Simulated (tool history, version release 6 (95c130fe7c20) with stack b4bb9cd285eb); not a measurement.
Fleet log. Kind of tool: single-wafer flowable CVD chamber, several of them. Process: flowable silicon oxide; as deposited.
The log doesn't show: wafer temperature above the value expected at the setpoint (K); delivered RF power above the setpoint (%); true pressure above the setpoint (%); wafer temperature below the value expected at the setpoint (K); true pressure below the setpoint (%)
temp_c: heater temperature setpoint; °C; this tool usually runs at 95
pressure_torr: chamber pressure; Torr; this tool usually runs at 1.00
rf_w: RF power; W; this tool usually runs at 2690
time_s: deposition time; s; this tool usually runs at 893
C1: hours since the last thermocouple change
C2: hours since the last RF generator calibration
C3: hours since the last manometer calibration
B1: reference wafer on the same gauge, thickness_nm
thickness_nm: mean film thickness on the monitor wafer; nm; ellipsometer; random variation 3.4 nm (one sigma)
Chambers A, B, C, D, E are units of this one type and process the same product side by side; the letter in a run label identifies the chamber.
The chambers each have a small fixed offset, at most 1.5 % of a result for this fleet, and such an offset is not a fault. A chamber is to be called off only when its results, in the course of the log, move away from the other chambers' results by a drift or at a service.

{"run": "1D", "hour": 7.1, "temp_c": 95, "pressure_torr": 1.0, "rf_w": 2690, "time_s": 893, "C1": 1024.5, "C2": 124.1, "C3": 781.0, "B1": 829.29, "thickness_nm": 886.8}
{"run": "2A", "hour": 15.2, "temp_c": 95, "pressure_torr": 1.0, "rf_w": 2690, "time_s": 893, "C1": 262.7, "C2": 945.5, "C3": 211.6, "B1": 828.83, "thickness_nm": 882.53}
{"run": "3C", "hour": 20.5, "temp_c": 95, "pressure_torr": 1.0, "rf_w": 2690, "time_s": 893, "C1": 595.3, "C2": 491.9, "C3": 1114.4, "B1": 829.3, "thickness_nm": 892.22}
{"run": "4E", "hour": 31.1, "temp_c": 95, "pressure_torr": 1.0, "rf_w": 2690, "time_s": 893, "C1": 895.2, "C2": 1417.7, "C3": 841.8, "B1": 828.91, "thickness_nm": 877.69}
{"run": "5B", "hour": 36.8, "temp_c": 95, "pressure_torr": 1.19, "rf_w": 2690, "time_s": 893, "C1": 2073.3, "C2": 882.6, "C3": 831.2, "B1": 828.89, "thickness_nm": 1088.8}
{"run": "6D", "hour": 44.7, "temp_c": 95, "pressure_torr": 1.19, "rf_w": 2690, "time_s": 893, "C1": 1062.1, "C2": 161.7, "C3": 818.6, "B1": 828.26, "thickness_nm": 1075.6}
{"run": "7E", "hour": 53.5, "temp_c": 95, "pressure_torr": 1.19, "rf_w": 2690, "time_s": 893, "C1": 917.6, "C2": 1440.1, "C3": 864.2, "B1": 829.63, "thickness_nm": 1063.0}
{"run": "8C", "hour": 60.1, "temp_c": 95, "pressure_torr": 1.19, "rf_w": 2690, "time_s": 893, "C1": 634.9, "C2": 531.5, "C3": 1154.0, "B1": 828.84, "thickness_nm": 1090.3}
{"run": "9A", "hour": 67.0, "temp_c": 95, "pressure_torr": 1.19, "rf_w": 2690, "time_s": 893, "C1": 314.5, "C2": 997.3, "C3": 263.4, "B1": 828.69, "thickness_nm": 1080.8}
{"run": "10B", "hour": 77.7, "temp_c": 95, "pressure_torr": 1.0, "rf_w": 2690, "time_s": 893, "C1": 2114.2, "C2": 923.5, "C3": 872.1, "B1": 828.53, "thickness_nm": 892.85}
{"run": "11E", "hour": 88.5, "temp_c": 95, "pressure_torr": 1.0, "rf_w": 2690, "time_s": 893, "C1": 952.6, "C2": 1475.1, "C3": 899.2, "B1": 828.83, "thickness_nm": 874.12}
{"run": "12D", "hour": 95.9, "temp_c": 95, "pressure_torr": 1.0, "rf_w": 2690, "time_s": 893, "C1": 1113.3, "C2": 212.9, "C3": 869.8, "B1": 828.49, "thickness_nm": 883.16}
{"run": "13C", "hour": 102.5, "temp_c": 95, "pressure_torr": 1.0, "rf_w": 2690, "time_s": 893, "C1": 677.3, "C2": 573.9, "C3": 1196.4, "B1": 829.17, "thickness_nm": 893.36}
{"run": "14A", "hour": 113.8, "temp_c": 95, "pressure_torr": 1.0, "rf_w": 2910, "time_s": 893, "C1": 361.3, "C2": 1044.1, "C3": 310.2, "B1": 829.09, "thickness_nm": 890.09}
{"run": "15B", "hour": 119.3, "temp_c": 95, "pressure_torr": 1.0, "rf_w": 2910, "time_s": 893, "C1": 2155.8, "C2": 965.1, "C3": 913.7, "B1": 828.77, "thickness_nm": 895.64}
{"run": "16D", "hour": 129.1, "temp_c": 95, "pressure_torr": 1.0, "rf_w": 2910, "time_s": 893, "C1": 1146.5, "C2": 246.1, "C3": 903.0, "B1": 829.85, "thickness_nm": 894.5}
{"run": "17B", "hour": 138.6, "temp_c": 95, "pressure_torr": 1.0, "rf_w": 2910, "time_s": 893, "C1": 2175.1, "C2": 984.4, "C3": 933.0, "B1": 828.92, "thickness_nm": 895.7}
{"run": "18E", "hour": 144.1, "temp_c": 95, "pressure_torr": 1.0, "rf_w": 2910, "time_s": 893, "C1": 1008.2, "C2": 1530.7, "C3": 954.8, "B1": 829.11, "thickness_nm": 881.39}
{"run": "19C", "hour": 153.4, "temp_c": 95, "pressure_torr": 1.0, "rf_w": 2690, "time_s": 893, "C1": 728.2, "C2": 624.8, "C3": 1247.3, "B1": 828.94, "thickness_nm": 893.5}
{"run": "20A", "hour": 162.5, "temp_c": 95, "pressure_torr": 1.0, "rf_w": 2690, "time_s": 893, "C1": 410.0, "C2": 1092.8, "C3": 358.9, "B1": 829.77, "thickness_nm": 873.94}
{"hour": 171.6, "done": "chamber B: thermocouple changed; heater temperature recalibrated"}
{"run": "21E", "hour": 173.2, "temp_c": 95, "pressure_torr": 1.0, "rf_w": 2690, "time_s": 893, "C1": 1037.3, "C2": 1559.8, "C3": 983.9, "B1": 829.4, "thickness_nm": 870.36}
{"run": "22A", "hour": 183.5, "temp_c": 95, "pressure_torr": 1.0, "rf_w": 2690, "time_s": 893, "C1": 431.0, "C2": 1113.8, "C3": 379.9, "B1": 829.27, "thickness_nm": 889.34}
{"run": "23C", "hour": 190.6, "temp_c": 95, "pressure_torr": 1.0, "rf_w": 2690, "time_s": 893, "C1": 765.4, "C2": 662.0, "C3": 1284.5, "B1": 828.75, "thickness_nm": 895.68}
{"run": "24B", "hour": 196.5, "temp_c": 95, "pressure_torr": 1.0, "rf_w": 2690, "time_s": 893, "C1": 25.0, "C2": 1042.3, "C3": 990.9, "B1": 828.89, "thickness_nm": 921.57}
{"hour": 201.0, "done": "chamber B: capacitance manometer re-zeroed and calibrated"}
{"run": "25D", "hour": 206.6, "temp_c": 95, "pressure_torr": 1.0, "rf_w": 2690, "time_s": 893, "C1": 1224.0, "C2": 323.6, "C3": 980.5, "B1": 829.49, "thickness_nm": 881.37}
{"hour": 212.5, "done": "chamber E: capacitance manometer re-zeroed and calibrated"}
{"run": "26A", "hour": 216.5, "temp_c": 95, "pressure_torr": 1.0, "rf_w": 2690, "time_s": 893, "C1": 464.0, "C2": 1146.8, "C3": 412.9, "B1": 828.38, "thickness_nm": 878.06}
{"run": "27D", "hour": 221.9, "temp_c": 95, "pressure_torr": 1.0, "rf_w": 2690, "time_s": 893, "C1": 1239.3, "C2": 338.9, "C3": 995.8, "B1": 829.31, "thickness_nm": 877.43}
{"run": "28E", "hour": 233.4, "temp_c": 95, "pressure_torr": 1.0, "rf_w": 2690, "time_s": 893, "C1": 1097.5, "C2": 1620.0, "C3": 20.9, "B1": 828.75, "thickness_nm": 872.49}
{"run": "29C", "hour": 244.0, "temp_c": 95, "pressure_torr": 1.0, "rf_w": 2690, "time_s": 893, "C1": 818.8, "C2": 715.4, "C3": 1337.9, "B1": 828.24, "thickness_nm": 895.05}
{"run": "30B", "hour": 249.4, "temp_c": 95, "pressure_torr": 1.0, "rf_w": 2690, "time_s": 893, "C1": 77.9, "C2": 1095.2, "C3": 48.4, "B1": 829.56, "thickness_nm": 920.19}
{"hour": 251.6, "done": "chamber E: thermocouple changed; heater temperature recalibrated"}
{"run": "31B", "hour": 259.3, "temp_c": 95, "pressure_torr": 1.0, "rf_w": 2690, "time_s": 893, "C1": 87.8, "C2": 1105.1, "C3": 58.3, "B1": 828.76, "thickness_nm": 924.86}
{"run": "32A", "hour": 268.2, "temp_c": 95, "pressure_torr": 0.8, "rf_w": 2185, "time_s": 893, "C1": 515.7, "C2": 1198.5, "C3": 464.6, "B1": 829.59, "thickness_nm": 654.61}
{"run": "33D", "hour": 279.3, "temp_c": 95, "pressure_torr": 0.8, "rf_w": 2185, "time_s": 893, "C1": 1296.7, "C2": 396.3, "C3": 1053.2, "B1": 828.84, "thickness_nm": 653.69}
{"run": "34C", "hour": 286.5, "temp_c": 95, "pressure_torr": 0.8, "rf_w": 2185, "time_s": 893, "C1": 861.3, "C2": 757.9, "C3": 1380.4, "B1": 828.99, "thickness_nm": 655.6}
{"run": "35E", "hour": 297.2, "temp_c": 95, "pressure_torr": 0.8, "rf_w": 2185, "time_s": 893, "C1": 45.6, "C2": 1683.8, "C3": 84.7, "B1": 828.71, "thickness_nm": 642.36}
{"run": "36D", "hour": 304.6, "temp_c": 95, "pressure_torr": 0.8, "rf_w": 2185, "time_s": 893, "C1": 1322.0, "C2": 421.6, "C3": 1078.5, "B1": 828.72, "thickness_nm": 650.01}
{"run": "37C", "hour": 315.8, "temp_c": 95, "pressure_torr": 1.0, "rf_w": 2690, "time_s": 893, "C1": 890.6, "C2": 787.2, "C3": 1409.7, "B1": 829.09, "thickness_nm": 888.68}
{"run": "38B", "hour": 326.7, "temp_c": 100, "pressure_torr": 1.0, "rf_w": 2690, "time_s": 1005, "C1": 155.2, "C2": 1172.5, "C3": 125.7, "B1": 828.39, "thickness_nm": 887.15}
{"run": "39E", "hour": 333.4, "temp_c": 100, "pressure_torr": 1.0, "rf_w": 2690, "time_s": 1005, "C1": 81.8, "C2": 1720.0, "C3": 120.9, "B1": 828.83, "thickness_nm": 833.75}
{"run": "40A", "hour": 340.9, "temp_c": 100, "pressure_torr": 1.0, "rf_w": 2690, "time_s": 1005, "C1": 588.4, "C2": 1271.2, "C3": 537.3, "B1": 828.65, "thickness_nm": 836.7}

Is one chamber off against the others, does the gauge drift, or is nothing wrong? If a chamber is off, say which, and what the likeliest cause is.

The work done on chamber B during a service left it standing apart from the others.
Cause: wafer temperature below the value expected at the setpoint (K) = 1.17.

Which of the 4 candidates below, each the usual settings with something changed and its results left as question marks, puts chamber B back in line with what the other chambers give on the usual settings?
In line here means within this much of the mean the other chambers give on the usual settings: thickness_nm 12.00 nm
{"run": "41B-1", "hour": 349.1, "temp_c": 95, "pressure_torr": 1.0, "rf_w": 3195, "time_s": 893, "thickness_nm": "?"}
{"run": "41B-2", "hour": 349.1, "temp_c": 95, "pressure_torr": 0.99, "rf_w": 2690, "time_s": 891, "thickness_nm": "?"}
{"run": "41B-3", "hour": 349.1, "temp_c": 96, "pressure_torr": 0.99, "rf_w": 2690, "time_s": 890, "thickness_nm": "?"}
{"run": "41B-4", "hour": 349.1, "temp_c": 95, "pressure_torr": 1.04, "rf_w": 2690, "time_s": 893, "thickness_nm": "?"}

Usual-settings mean across the other chambers: thickness_nm 883.44 nm
run=41B-1 thickness_nm=938.85
run=41B-2 thickness_nm=910.13
run=41B-3 thickness_nm=879.80
run=41B-4 thickness_nm=970.59
41B-3 is the one that brings the chamber's results back in line with the other chambers.
